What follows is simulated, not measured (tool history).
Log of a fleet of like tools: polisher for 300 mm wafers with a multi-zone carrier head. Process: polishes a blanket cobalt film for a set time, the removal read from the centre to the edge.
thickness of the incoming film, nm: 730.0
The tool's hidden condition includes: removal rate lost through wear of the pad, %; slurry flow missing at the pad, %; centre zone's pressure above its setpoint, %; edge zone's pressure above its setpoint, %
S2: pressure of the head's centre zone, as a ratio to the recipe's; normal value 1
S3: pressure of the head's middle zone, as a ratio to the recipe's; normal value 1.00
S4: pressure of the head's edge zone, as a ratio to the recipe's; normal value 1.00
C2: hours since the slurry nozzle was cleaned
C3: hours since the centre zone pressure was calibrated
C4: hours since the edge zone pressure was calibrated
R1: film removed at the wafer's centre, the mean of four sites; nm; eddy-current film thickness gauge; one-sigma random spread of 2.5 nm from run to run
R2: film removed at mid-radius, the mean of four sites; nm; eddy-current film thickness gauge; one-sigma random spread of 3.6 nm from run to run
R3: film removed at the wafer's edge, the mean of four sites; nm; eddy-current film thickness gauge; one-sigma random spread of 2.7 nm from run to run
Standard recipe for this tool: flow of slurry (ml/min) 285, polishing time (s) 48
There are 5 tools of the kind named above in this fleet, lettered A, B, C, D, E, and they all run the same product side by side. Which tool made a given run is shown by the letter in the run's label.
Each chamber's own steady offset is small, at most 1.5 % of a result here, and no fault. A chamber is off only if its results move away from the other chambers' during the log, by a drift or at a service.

Run 1E, hour 4.9: usual settings; wafers polished on this pad 990; C2 177.1; C3 157.5; C4 149.7. Result: R1 234.59 nm, R2 241.70 nm, R3 242.80 nm.
Run 2B, hour 12.5: usual settings; wafers polished on this pad 924; C2 189.5; C3 71.2; C4 125.5. Result: R1 240.64 nm, R2 235.74 nm, R3 244.20 nm.
Run 3A, hour 19.4: usual settings; wafers polished on this pad 667; C2 562.3; C3 20.3; C4 424.6. Result: R1 238.84 nm, R2 237.71 nm, R3 246.05 nm.
At hour 22.9: chamber C: worn pad replaced by a new one.
Run 4C, hour 23.7: usual settings; wafers polished on this pad 5; C2 346.1; C3 536.9; C4 34.9. Result: R1 245.17 nm, R2 244.82 nm, R3 244.21 nm.
Run 5D, hour 29.6: usual settings; wafers polished on this pad 411; C2 297.6; C3 374.3; C4 276.0. Result: R1 247.38 nm, R2 243.32 nm, R3 246.00 nm.
At hour 31.3: chamber E: worn pad replaced by a new one.
Run 6B, hour 37.0: usual settings; wafers polished on this pad 1088; C2 214.0; C3 95.7; C4 150.0. Result: R1 239.52 nm, R2 233.96 nm, R3 240.08 nm.
At hour 37.8: chamber B: worn pad replaced by a new one.
Run 7D, hour 44.5: usual settings; wafers polished on this pad 511; C2 312.5; C3 389.2; C4 290.9. Result: R1 240.87 nm, R2 242.32 nm, R3 239.93 nm.
Run 8E, hour 50.0: usual settings; wafers polished on this pad 125; C2 222.2; C3 202.6; C4 194.8. Result: R1 236.32 nm, R2 243.34 nm, R3 238.83 nm.
At hour 54.6: chamber A: worn pad replaced by a new one.
Run 9C, hour 58.2: usual settings; wafers polished on this pad 236; C2 380.6; C3 571.4; C4 69.4. Result: R1 249.23 nm, R2 240.50 nm, R3 243.33 nm.
Run 10A, hour 64.6: usual settings; wafers polished on this pad 67; C2 607.5; C3 65.5; C4 469.8. Result: R1 240.59 nm, R2 246.45 nm, R3 241.71 nm.
Run 11C, hour 71.3: usual settings; wafers polished on this pad 324; C2 393.7; C3 584.5; C4 82.5. Result: R1 248.55 nm, R2 237.04 nm, R3 245.00 nm.
Run 12E, hour 79.9: usual settings; wafers polished on this pad 326; C2 252.1; C3 232.5; C4 224.7. Result: R1 235.57 nm, R2 243.40 nm, R3 244.51 nm.
Run 13D, hour 86.9: usual settings; wafers polished on this pad 795; C2 354.9; C3 431.6; C4 333.3. Result: R1 244.76 nm, R2 234.24 nm, R3 239.21 nm.
Run 14B, hour 95.1: usual settings but flow of slurry (ml/min) 235, S3 1.08; wafers polished on this pad 384; C2 272.1; C3 153.8; C4 208.1. Result: R1 232.48 nm, R2 254.35 nm, R3 241.53 nm.
Run 15A, hour 103.9: usual settings but flow of slurry (ml/min) 235, S3 1.08; wafers polished on this pad 330; C2 646.8; C3 104.8; C4 509.1. Result: R1 236.07 nm, R2 252.86 nm, R3 237.72 nm.
Run 16C, hour 109.0: usual settings but flow of slurry (ml/min) 235, S3 1.08; wafers polished on this pad 577; C2 431.4; C3 622.2; C4 120.2. Result: R1 240.60 nm, R2 252.92 nm, R3 231.03 nm.
Run 17E, hour 117.7: usual settings but flow of slurry (ml/min) 235, S3 1.08; wafers polished on this pad 579; C2 289.9; C3 270.3; C4 262.5. Result: R1 235.72 nm, R2 250.71 nm, R3 236.09 nm.
Run 18A, hour 122.0: usual settings but flow of slurry (ml/min) 235, S3 1.08; wafers polished on this pad 452; C2 664.9; C3 122.9; C4 527.2. Result: R1 237.91 nm, R2 252.61 nm, R3 242.69 nm.
Run 19D, hour 126.8: usual settings but flow of slurry (ml/min) 325, S4 1.07; wafers polished on this pad 1062; C2 394.8; C3 471.5; C4 373.2. Result: R1 250.00 nm, R2 248.06 nm, R3 255.66 nm.
Run 20B, hour 135.1: usual settings but flow of slurry (ml/min) 325, S4 1.07; wafers polished on this pad 652; C2 312.1; C3 193.8; C4 248.1. Result: R1 241.15 nm, R2 244.63 nm, R3 252.51 nm.
Run 21E, hour 141.9: usual settings but flow of slurry (ml/min) 325, S4 1.07; wafers polished on this pad 741; C2 314.1; C3 294.5; C4 286.7. Result: R1 238.84 nm, R2 238.73 nm, R3 251.91 nm.
Run 22A, hour 146.8: usual settings but flow of slurry (ml/min) 325, S4 1.07; wafers polished on this pad 618; C2 689.7; C3 147.7; C4 552.0. Result: R1 242.62 nm, R2 235.66 nm, R3 255.25 nm.
Run 23D, hour 155.0: usual settings but flow of slurry (ml/min) 325, S4 1.07; wafers polished on this pad 1251; C2 423.0; C3 499.7; C4 401.4. Result: R1 249.41 nm, R2 252.01 nm, R3 255.88 nm.
At hour 163.2: chamber C: worn pad replaced by a new one.
Run 24B, hour 164.4: usual settings; wafers polished on this pad 848; C2 341.4; C3 223.1; C4 277.4. Result: R1 239.45 nm, R2 244.04 nm, R3 240.16 nm.
Run 25C, hour 173.2: usual settings; wafers polished on this pad 67; C2 495.6; C3 686.4; C4 184.4. Result: R1 243.95 nm, R2 237.50 nm, R3 242.59 nm.
At hour 173.6: chamber D: worn pad replaced by a new one.
At hour 176.1: chamber B: worn pad replaced by a new one.
At hour 181.3: chamber E: worn pad replaced by a new one.
Run 26C, hour 182.1: usual settings; wafers polished on this pad 126; C2 504.5; C3 695.3; C4 193.3. Result: R1 243.54 nm, R2 236.77 nm, R3 241.40 nm.
At hour 182.5: chamber E: edge zone pressure recalibrated.
Run 27E, hour 191.2: usual settings; wafers polished on this pad 66; C2 363.4; C3 343.8; C4 8.8. Result: R1 237.83 nm, R2 245.73 nm, R3 242.09 nm.
Run 28A, hour 198.8: usual settings; wafers polished on this pad 966; C2 741.7; C3 199.7; C4 604.0. Result: R1 240.76 nm, R2 238.89 nm, R3 240.99 nm.
At hour 199.7: chamber A: worn pad replaced by a new one.
Run 29D, hour 203.6: usual settings; wafers polished on this pad 201; C2 471.6; C3 548.3; C4 450.0. Result: R1 245.78 nm, R2 236.66 nm, R3 240.89 nm.
Run 30B, hour 208.8: usual settings; wafers polished on this pad 219; C2 385.8; C3 267.5; C4 321.8. Result: R1 238.56 nm, R2 241.37 nm, R3 236.93 nm.
At hour 210.1: chamber B: edge zone pressure recalibrated.
Run 31B, hour 214.6: usual settings; wafers polished on this pad 258; C2 391.6; C3 273.3; C4 4.5. Result: R1 242.96 nm, R2 239.10 nm, R3 244.30 nm.
Run 32A, hour 224.3: usual settings; wafers polished on this pad 164; C2 767.2; C3 225.2; C4 629.5. Result: R1 242.90 nm, R2 233.21 nm, R3 243.50 nm.
Run 33D, hour 231.4: usual settings; wafers polished on this pad 387; C2 499.4; C3 576.1; C4 477.8. Result: R1 250.58 nm, R2 241.80 nm, R3 238.28 nm.
Run 34C, hour 236.0: usual settings but flow of slurry (ml/min) 205, polishing time (s) 37; wafers polished on this pad 488; C2 558.4; C3 749.2; C4 247.2. Result: R1 179.99 nm, R2 179.48 nm, R3 179.27 nm.
Run 35E, hour 243.2: usual settings but flow of slurry (ml/min) 205, polishing time (s) 37; wafers polished on this pad 415; C2 415.4; C3 395.8; C4 60.8. Result: R1 179.89 nm, R2 175.34 nm, R3 183.11 nm.
Run 36B, hour 248.7: usual settings but flow of slurry (ml/min) 205, polishing time (s) 37; wafers polished on this pad 487; C2 425.7; C3 307.4; C4 38.6. Result: R1 175.83 nm, R2 175.89 nm, R3 180.67 nm.
Run 37C, hour 253.6: usual settings but flow of slurry (ml/min) 205, polishing time (s) 37; wafers polished on this pad 606; C2 576.0; C3 766.8; C4 264.8. Result: R1 181.00 nm, R2 175.55 nm, R3 178.43 nm.
Run 38E, hour 261.2: usual settings but flow of slurry (ml/min) 205, polishing time (s) 37; wafers polished on this pad 535; C2 433.4; C3 413.8; C4 78.8. Result: R1 175.15 nm, R2 180.69 nm, R3 183.19 nm.
Run 39A, hour 267.8: usual settings; wafers polished on this pad 456; C2 810.7; C3 268.7; C4 673.0. Result: R1 241.52 nm, R2 237.57 nm, R3 238.86 nm.
Run 40D, hour 272.3: usual settings; wafers polished on this pad 662; C2 540.3; C3 617.0; C4 518.7. Result: R1 244.08 nm, R2 244.65 nm, R3 242.19 nm.
Run 41D, hour 277.6: usual settings; wafers polished on this pad 697; C2 545.6; C3 622.3; C4 524.0. Result: R1 245.62 nm, R2 238.68 nm, R3 241.36 nm.
Run 42E, hour 285.7: usual settings; wafers polished on this pad 699; C2 457.9; C3 438.3; C4 103.3. Result: R1 239.64 nm, R2 243.11 nm, R3 249.16 nm.
Run 43A, hour 294.8: usual settings; wafers polished on this pad 637; C2 837.7; C3 295.7; C4 700.0. Result: R1 240.77 nm, R2 234.76 nm, R3 241.57 nm.

Read the log: is a single chamber off, either drifting away or since a service, is the gauge that measures every chamber drifting, or is nothing wrong beyond small per-chamber offsets? Name any odd chamber and what most likely caused it.

Nothing is wrong: each chamber keeps only its own small, steady offset and the gauge holds still.
